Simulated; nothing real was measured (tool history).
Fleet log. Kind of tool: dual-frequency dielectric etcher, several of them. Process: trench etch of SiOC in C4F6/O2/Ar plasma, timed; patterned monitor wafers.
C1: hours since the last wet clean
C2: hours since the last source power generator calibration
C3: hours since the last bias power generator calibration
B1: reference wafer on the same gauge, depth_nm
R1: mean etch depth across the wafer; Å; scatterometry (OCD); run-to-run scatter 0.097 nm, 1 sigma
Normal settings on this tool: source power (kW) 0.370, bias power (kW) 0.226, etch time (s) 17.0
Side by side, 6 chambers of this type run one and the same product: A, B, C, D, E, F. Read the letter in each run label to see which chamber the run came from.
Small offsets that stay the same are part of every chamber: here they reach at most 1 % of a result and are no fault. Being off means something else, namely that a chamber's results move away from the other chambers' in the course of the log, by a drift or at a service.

run 1B hour=7.4 | source_power_(kW)=0.370 bias_power_(kW)=0.226 etch_time_(s)=17.0 | C1=153.1 C2=1779.0 C3=332.9 | B1=34.506 | R1=368.49
run 2E hour=13.6 | source_power_(kW)=0.370 bias_power_(kW)=0.226 etch_time_(s)=17.0 | C1=86.6 C2=1804.1 C3=1204.7 | B1=34.529 | R1=366.66
run 3F hour=20.5 | source_power_(kW)=0.370 bias_power_(kW)=0.226 etch_time_(s)=17.0 | C1=219.7 C2=312.5 C3=1065.2 | B1=34.502 | R1=370.40
-- hour=20.7 chamber A: source power generator calibrated
run 4D hour=25.6 | source_power_(kW)=0.370 bias_power_(kW)=0.226 etch_time_(s)=17.0 | C1=118.9 C2=2839.6 C3=2321.8 | B1=34.481 | R1=367.04
run 5C hour=32.9 | source_power_(kW)=0.370 bias_power_(kW)=0.226 etch_time_(s)=17.0 | C1=189.9 C2=2020.3 C3=250.1 | B1=34.506 | R1=371.57
run 6A hour=40.6 | source_power_(kW)=0.370 bias_power_(kW)=0.226 etch_time_(s)=17.0 | C1=124.0 C2=20.0 C3=1534.1 | B1=34.489 | R1=366.98
run 7D hour=44.8 | source_power_(kW)=0.370 bias_power_(kW)=0.226 etch_time_(s)=17.0 | C1=138.1 C2=2858.8 C3=2341.0 | B1=34.515 | R1=368.04
run 8B hour=52.4 | source_power_(kW)=0.450 bias_power_(kW)=0.226 etch_time_(s)=17.0 | C1=198.1 C2=1824.0 C3=377.9 | B1=34.501 | R1=398.36
run 9E hour=56.8 | source_power_(kW)=0.450 bias_power_(kW)=0.226 etch_time_(s)=17.0 | C1=129.8 C2=1847.3 C3=1247.9 | B1=34.508 | R1=396.88
run 10A hour=62.0 | source_power_(kW)=0.450 bias_power_(kW)=0.226 etch_time_(s)=17.0 | C1=145.4 C2=41.4 C3=1555.5 | B1=34.496 | R1=395.43
run 11F hour=66.6 | source_power_(kW)=0.450 bias_power_(kW)=0.226 etch_time_(s)=17.0 | C1=265.8 C2=358.6 C3=1111.3 | B1=34.505 | R1=398.29
run 12C hour=74.1 | source_power_(kW)=0.450 bias_power_(kW)=0.226 etch_time_(s)=17.0 | C1=231.1 C2=2061.5 C3=291.3 | B1=34.510 | R1=399.66
run 13C hour=81.8 | source_power_(kW)=0.450 bias_power_(kW)=0.226 etch_time_(s)=17.0 | C1=238.8 C2=2069.2 C3=299.0 | B1=34.487 | R1=398.77
-- hour=82.2 chamber D: bias power generator calibrated
run 14E hour=88.5 | source_power_(kW)=0.370 bias_power_(kW)=0.226 etch_time_(s)=21.5 | C1=161.5 C2=1879.0 C3=1279.6 | B1=34.500 | R1=464.73
run 15F hour=96.7 | source_power_(kW)=0.370 bias_power_(kW)=0.226 etch_time_(s)=21.5 | C1=295.9 C2=388.7 C3=1141.4 | B1=34.492 | R1=467.12
run 16A hour=102.8 | source_power_(kW)=0.370 bias_power_(kW)=0.226 etch_time_(s)=21.5 | C1=186.2 C2=82.2 C3=1596.3 | B1=34.501 | R1=466.83
run 17B hour=108.9 | source_power_(kW)=0.370 bias_power_(kW)=0.226 etch_time_(s)=21.5 | C1=254.6 C2=1880.5 C3=434.4 | B1=34.513 | R1=466.44
run 18D hour=118.5 | source_power_(kW)=0.370 bias_power_(kW)=0.226 etch_time_(s)=21.5 | C1=211.8 C2=2932.5 C3=36.4 | B1=34.493 | R1=462.40
run 19B hour=125.6 | source_power_(kW)=0.370 bias_power_(kW)=0.226 etch_time_(s)=21.5 | C1=271.3 C2=1897.2 C3=451.1 | B1=34.503 | R1=465.24
run 20E hour=134.6 | source_power_(kW)=0.370 bias_power_(kW)=0.226 etch_time_(s)=17.0 | C1=207.6 C2=1925.1 C3=1325.7 | B1=34.519 | R1=366.81
run 21C hour=139.8 | source_power_(kW)=0.370 bias_power_(kW)=0.226 etch_time_(s)=17.0 | C1=296.8 C2=2127.2 C3=357.0 | B1=34.537 | R1=369.62
run 22A hour=144.2 | source_power_(kW)=0.370 bias_power_(kW)=0.226 etch_time_(s)=17.0 | C1=227.6 C2=123.6 C3=1637.7 | B1=34.501 | R1=370.42
run 23F hour=153.3 | source_power_(kW)=0.370 bias_power_(kW)=0.226 etch_time_(s)=17.0 | C1=352.5 C2=445.3 C3=1198.0 | B1=34.491 | R1=370.33
run 24D hour=157.6 | source_power_(kW)=0.370 bias_power_(kW)=0.226 etch_time_(s)=17.0 | C1=250.9 C2=2971.6 C3=75.5 | B1=34.517 | R1=367.11
run 25A hour=163.1 | source_power_(kW)=0.370 bias_power_(kW)=0.226 etch_time_(s)=17.0 | C1=246.5 C2=142.5 C3=1656.6 | B1=34.516 | R1=374.79
run 26C hour=171.1 | source_power_(kW)=0.370 bias_power_(kW)=0.226 etch_time_(s)=17.0 | C1=328.1 C2=2158.5 C3=388.3 | B1=34.500 | R1=368.75
run 27F hour=178.4 | source_power_(kW)=0.370 bias_power_(kW)=0.226 etch_time_(s)=17.0 | C1=377.6 C2=470.4 C3=1223.1 | B1=34.507 | R1=369.77
run 28B hour=184.8 | source_power_(kW)=0.370 bias_power_(kW)=0.226 etch_time_(s)=17.0 | C1=330.5 C2=1956.4 C3=510.3 | B1=34.488 | R1=367.02
run 29E hour=191.7 | source_power_(kW)=0.370 bias_power_(kW)=0.226 etch_time_(s)=17.0 | C1=264.7 C2=1982.2 C3=1382.8 | B1=34.507 | R1=365.33
run 30D hour=196.6 | source_power_(kW)=0.370 bias_power_(kW)=0.226 etch_time_(s)=17.0 | C1=289.9 C2=3010.6 C3=114.5 | B1=34.516 | R1=367.04
run 31C hour=203.0 | source_power_(kW)=0.340 bias_power_(kW)=0.226 etch_time_(s)=17.0 | C1=360.0 C2=2190.4 C3=420.2 | B1=34.510 | R1=358.62
run 32B hour=207.5 | source_power_(kW)=0.340 bias_power_(kW)=0.226 etch_time_(s)=17.0 | C1=353.2 C2=1979.1 C3=533.0 | B1=34.494 | R1=357.13
run 33E hour=212.0 | source_power_(kW)=0.340 bias_power_(kW)=0.226 etch_time_(s)=17.0 | C1=285.0 C2=2002.5 C3=1403.1 | B1=34.478 | R1=354.24
run 34F hour=218.2 | source_power_(kW)=0.340 bias_power_(kW)=0.226 etch_time_(s)=17.0 | C1=417.4 C2=510.2 C3=1262.9 | B1=34.496 | R1=357.31
run 35D hour=224.8 | source_power_(kW)=0.340 bias_power_(kW)=0.226 etch_time_(s)=17.0 | C1=318.1 C2=3038.8 C3=142.7 | B1=34.511 | R1=355.49
run 36A hour=232.2 | source_power_(kW)=0.340 bias_power_(kW)=0.226 etch_time_(s)=17.0 | C1=315.6 C2=211.6 C3=1725.7 | B1=34.504 | R1=365.57

Is one chamber out of step, is the gauge drifting, or do the chambers differ by no more than their own small offsets? For an off chamber, give its letter and the likeliest cause.

It is chamber A that slowly wanders off from its peers.
What lies behind it: etch rate over this chamber's usual, % = 3.4.

Here are 4 candidates for chamber A's next run, each the usual settings with a change, their results left as question marks. Which one brings its results back in line with what the others give on the usual settings?
Counts as in line when no further than this from what the other chambers average on the usual settings: R1 3.40 Å
run 37A-1 hour=239.1 | source_power_(kW)=0.370 bias_power_(kW)=0.209 etch_time_(s)=17.0 | R1=?
run 37A-2 hour=239.1 | source_power_(kW)=0.360 bias_power_(kW)=0.226 etch_time_(s)=17.0 | R1=?
run 37A-3 hour=239.1 | source_power_(kW)=0.370 bias_power_(kW)=0.232 etch_time_(s)=17.0 | R1=?
run 37A-4 hour=239.1 | source_power_(kW)=0.380 bias_power_(kW)=0.234 etch_time_(s)=17.0 | R1=?

The other chambers' mean on the usual settings: R1 368.61 Å
run=37A-1 R1=368.18
run=37A-2 R1=373.86
run=37A-3 R1=381.10
run=37A-4 R1=386.10
37A-1 brings the chamber back in line.
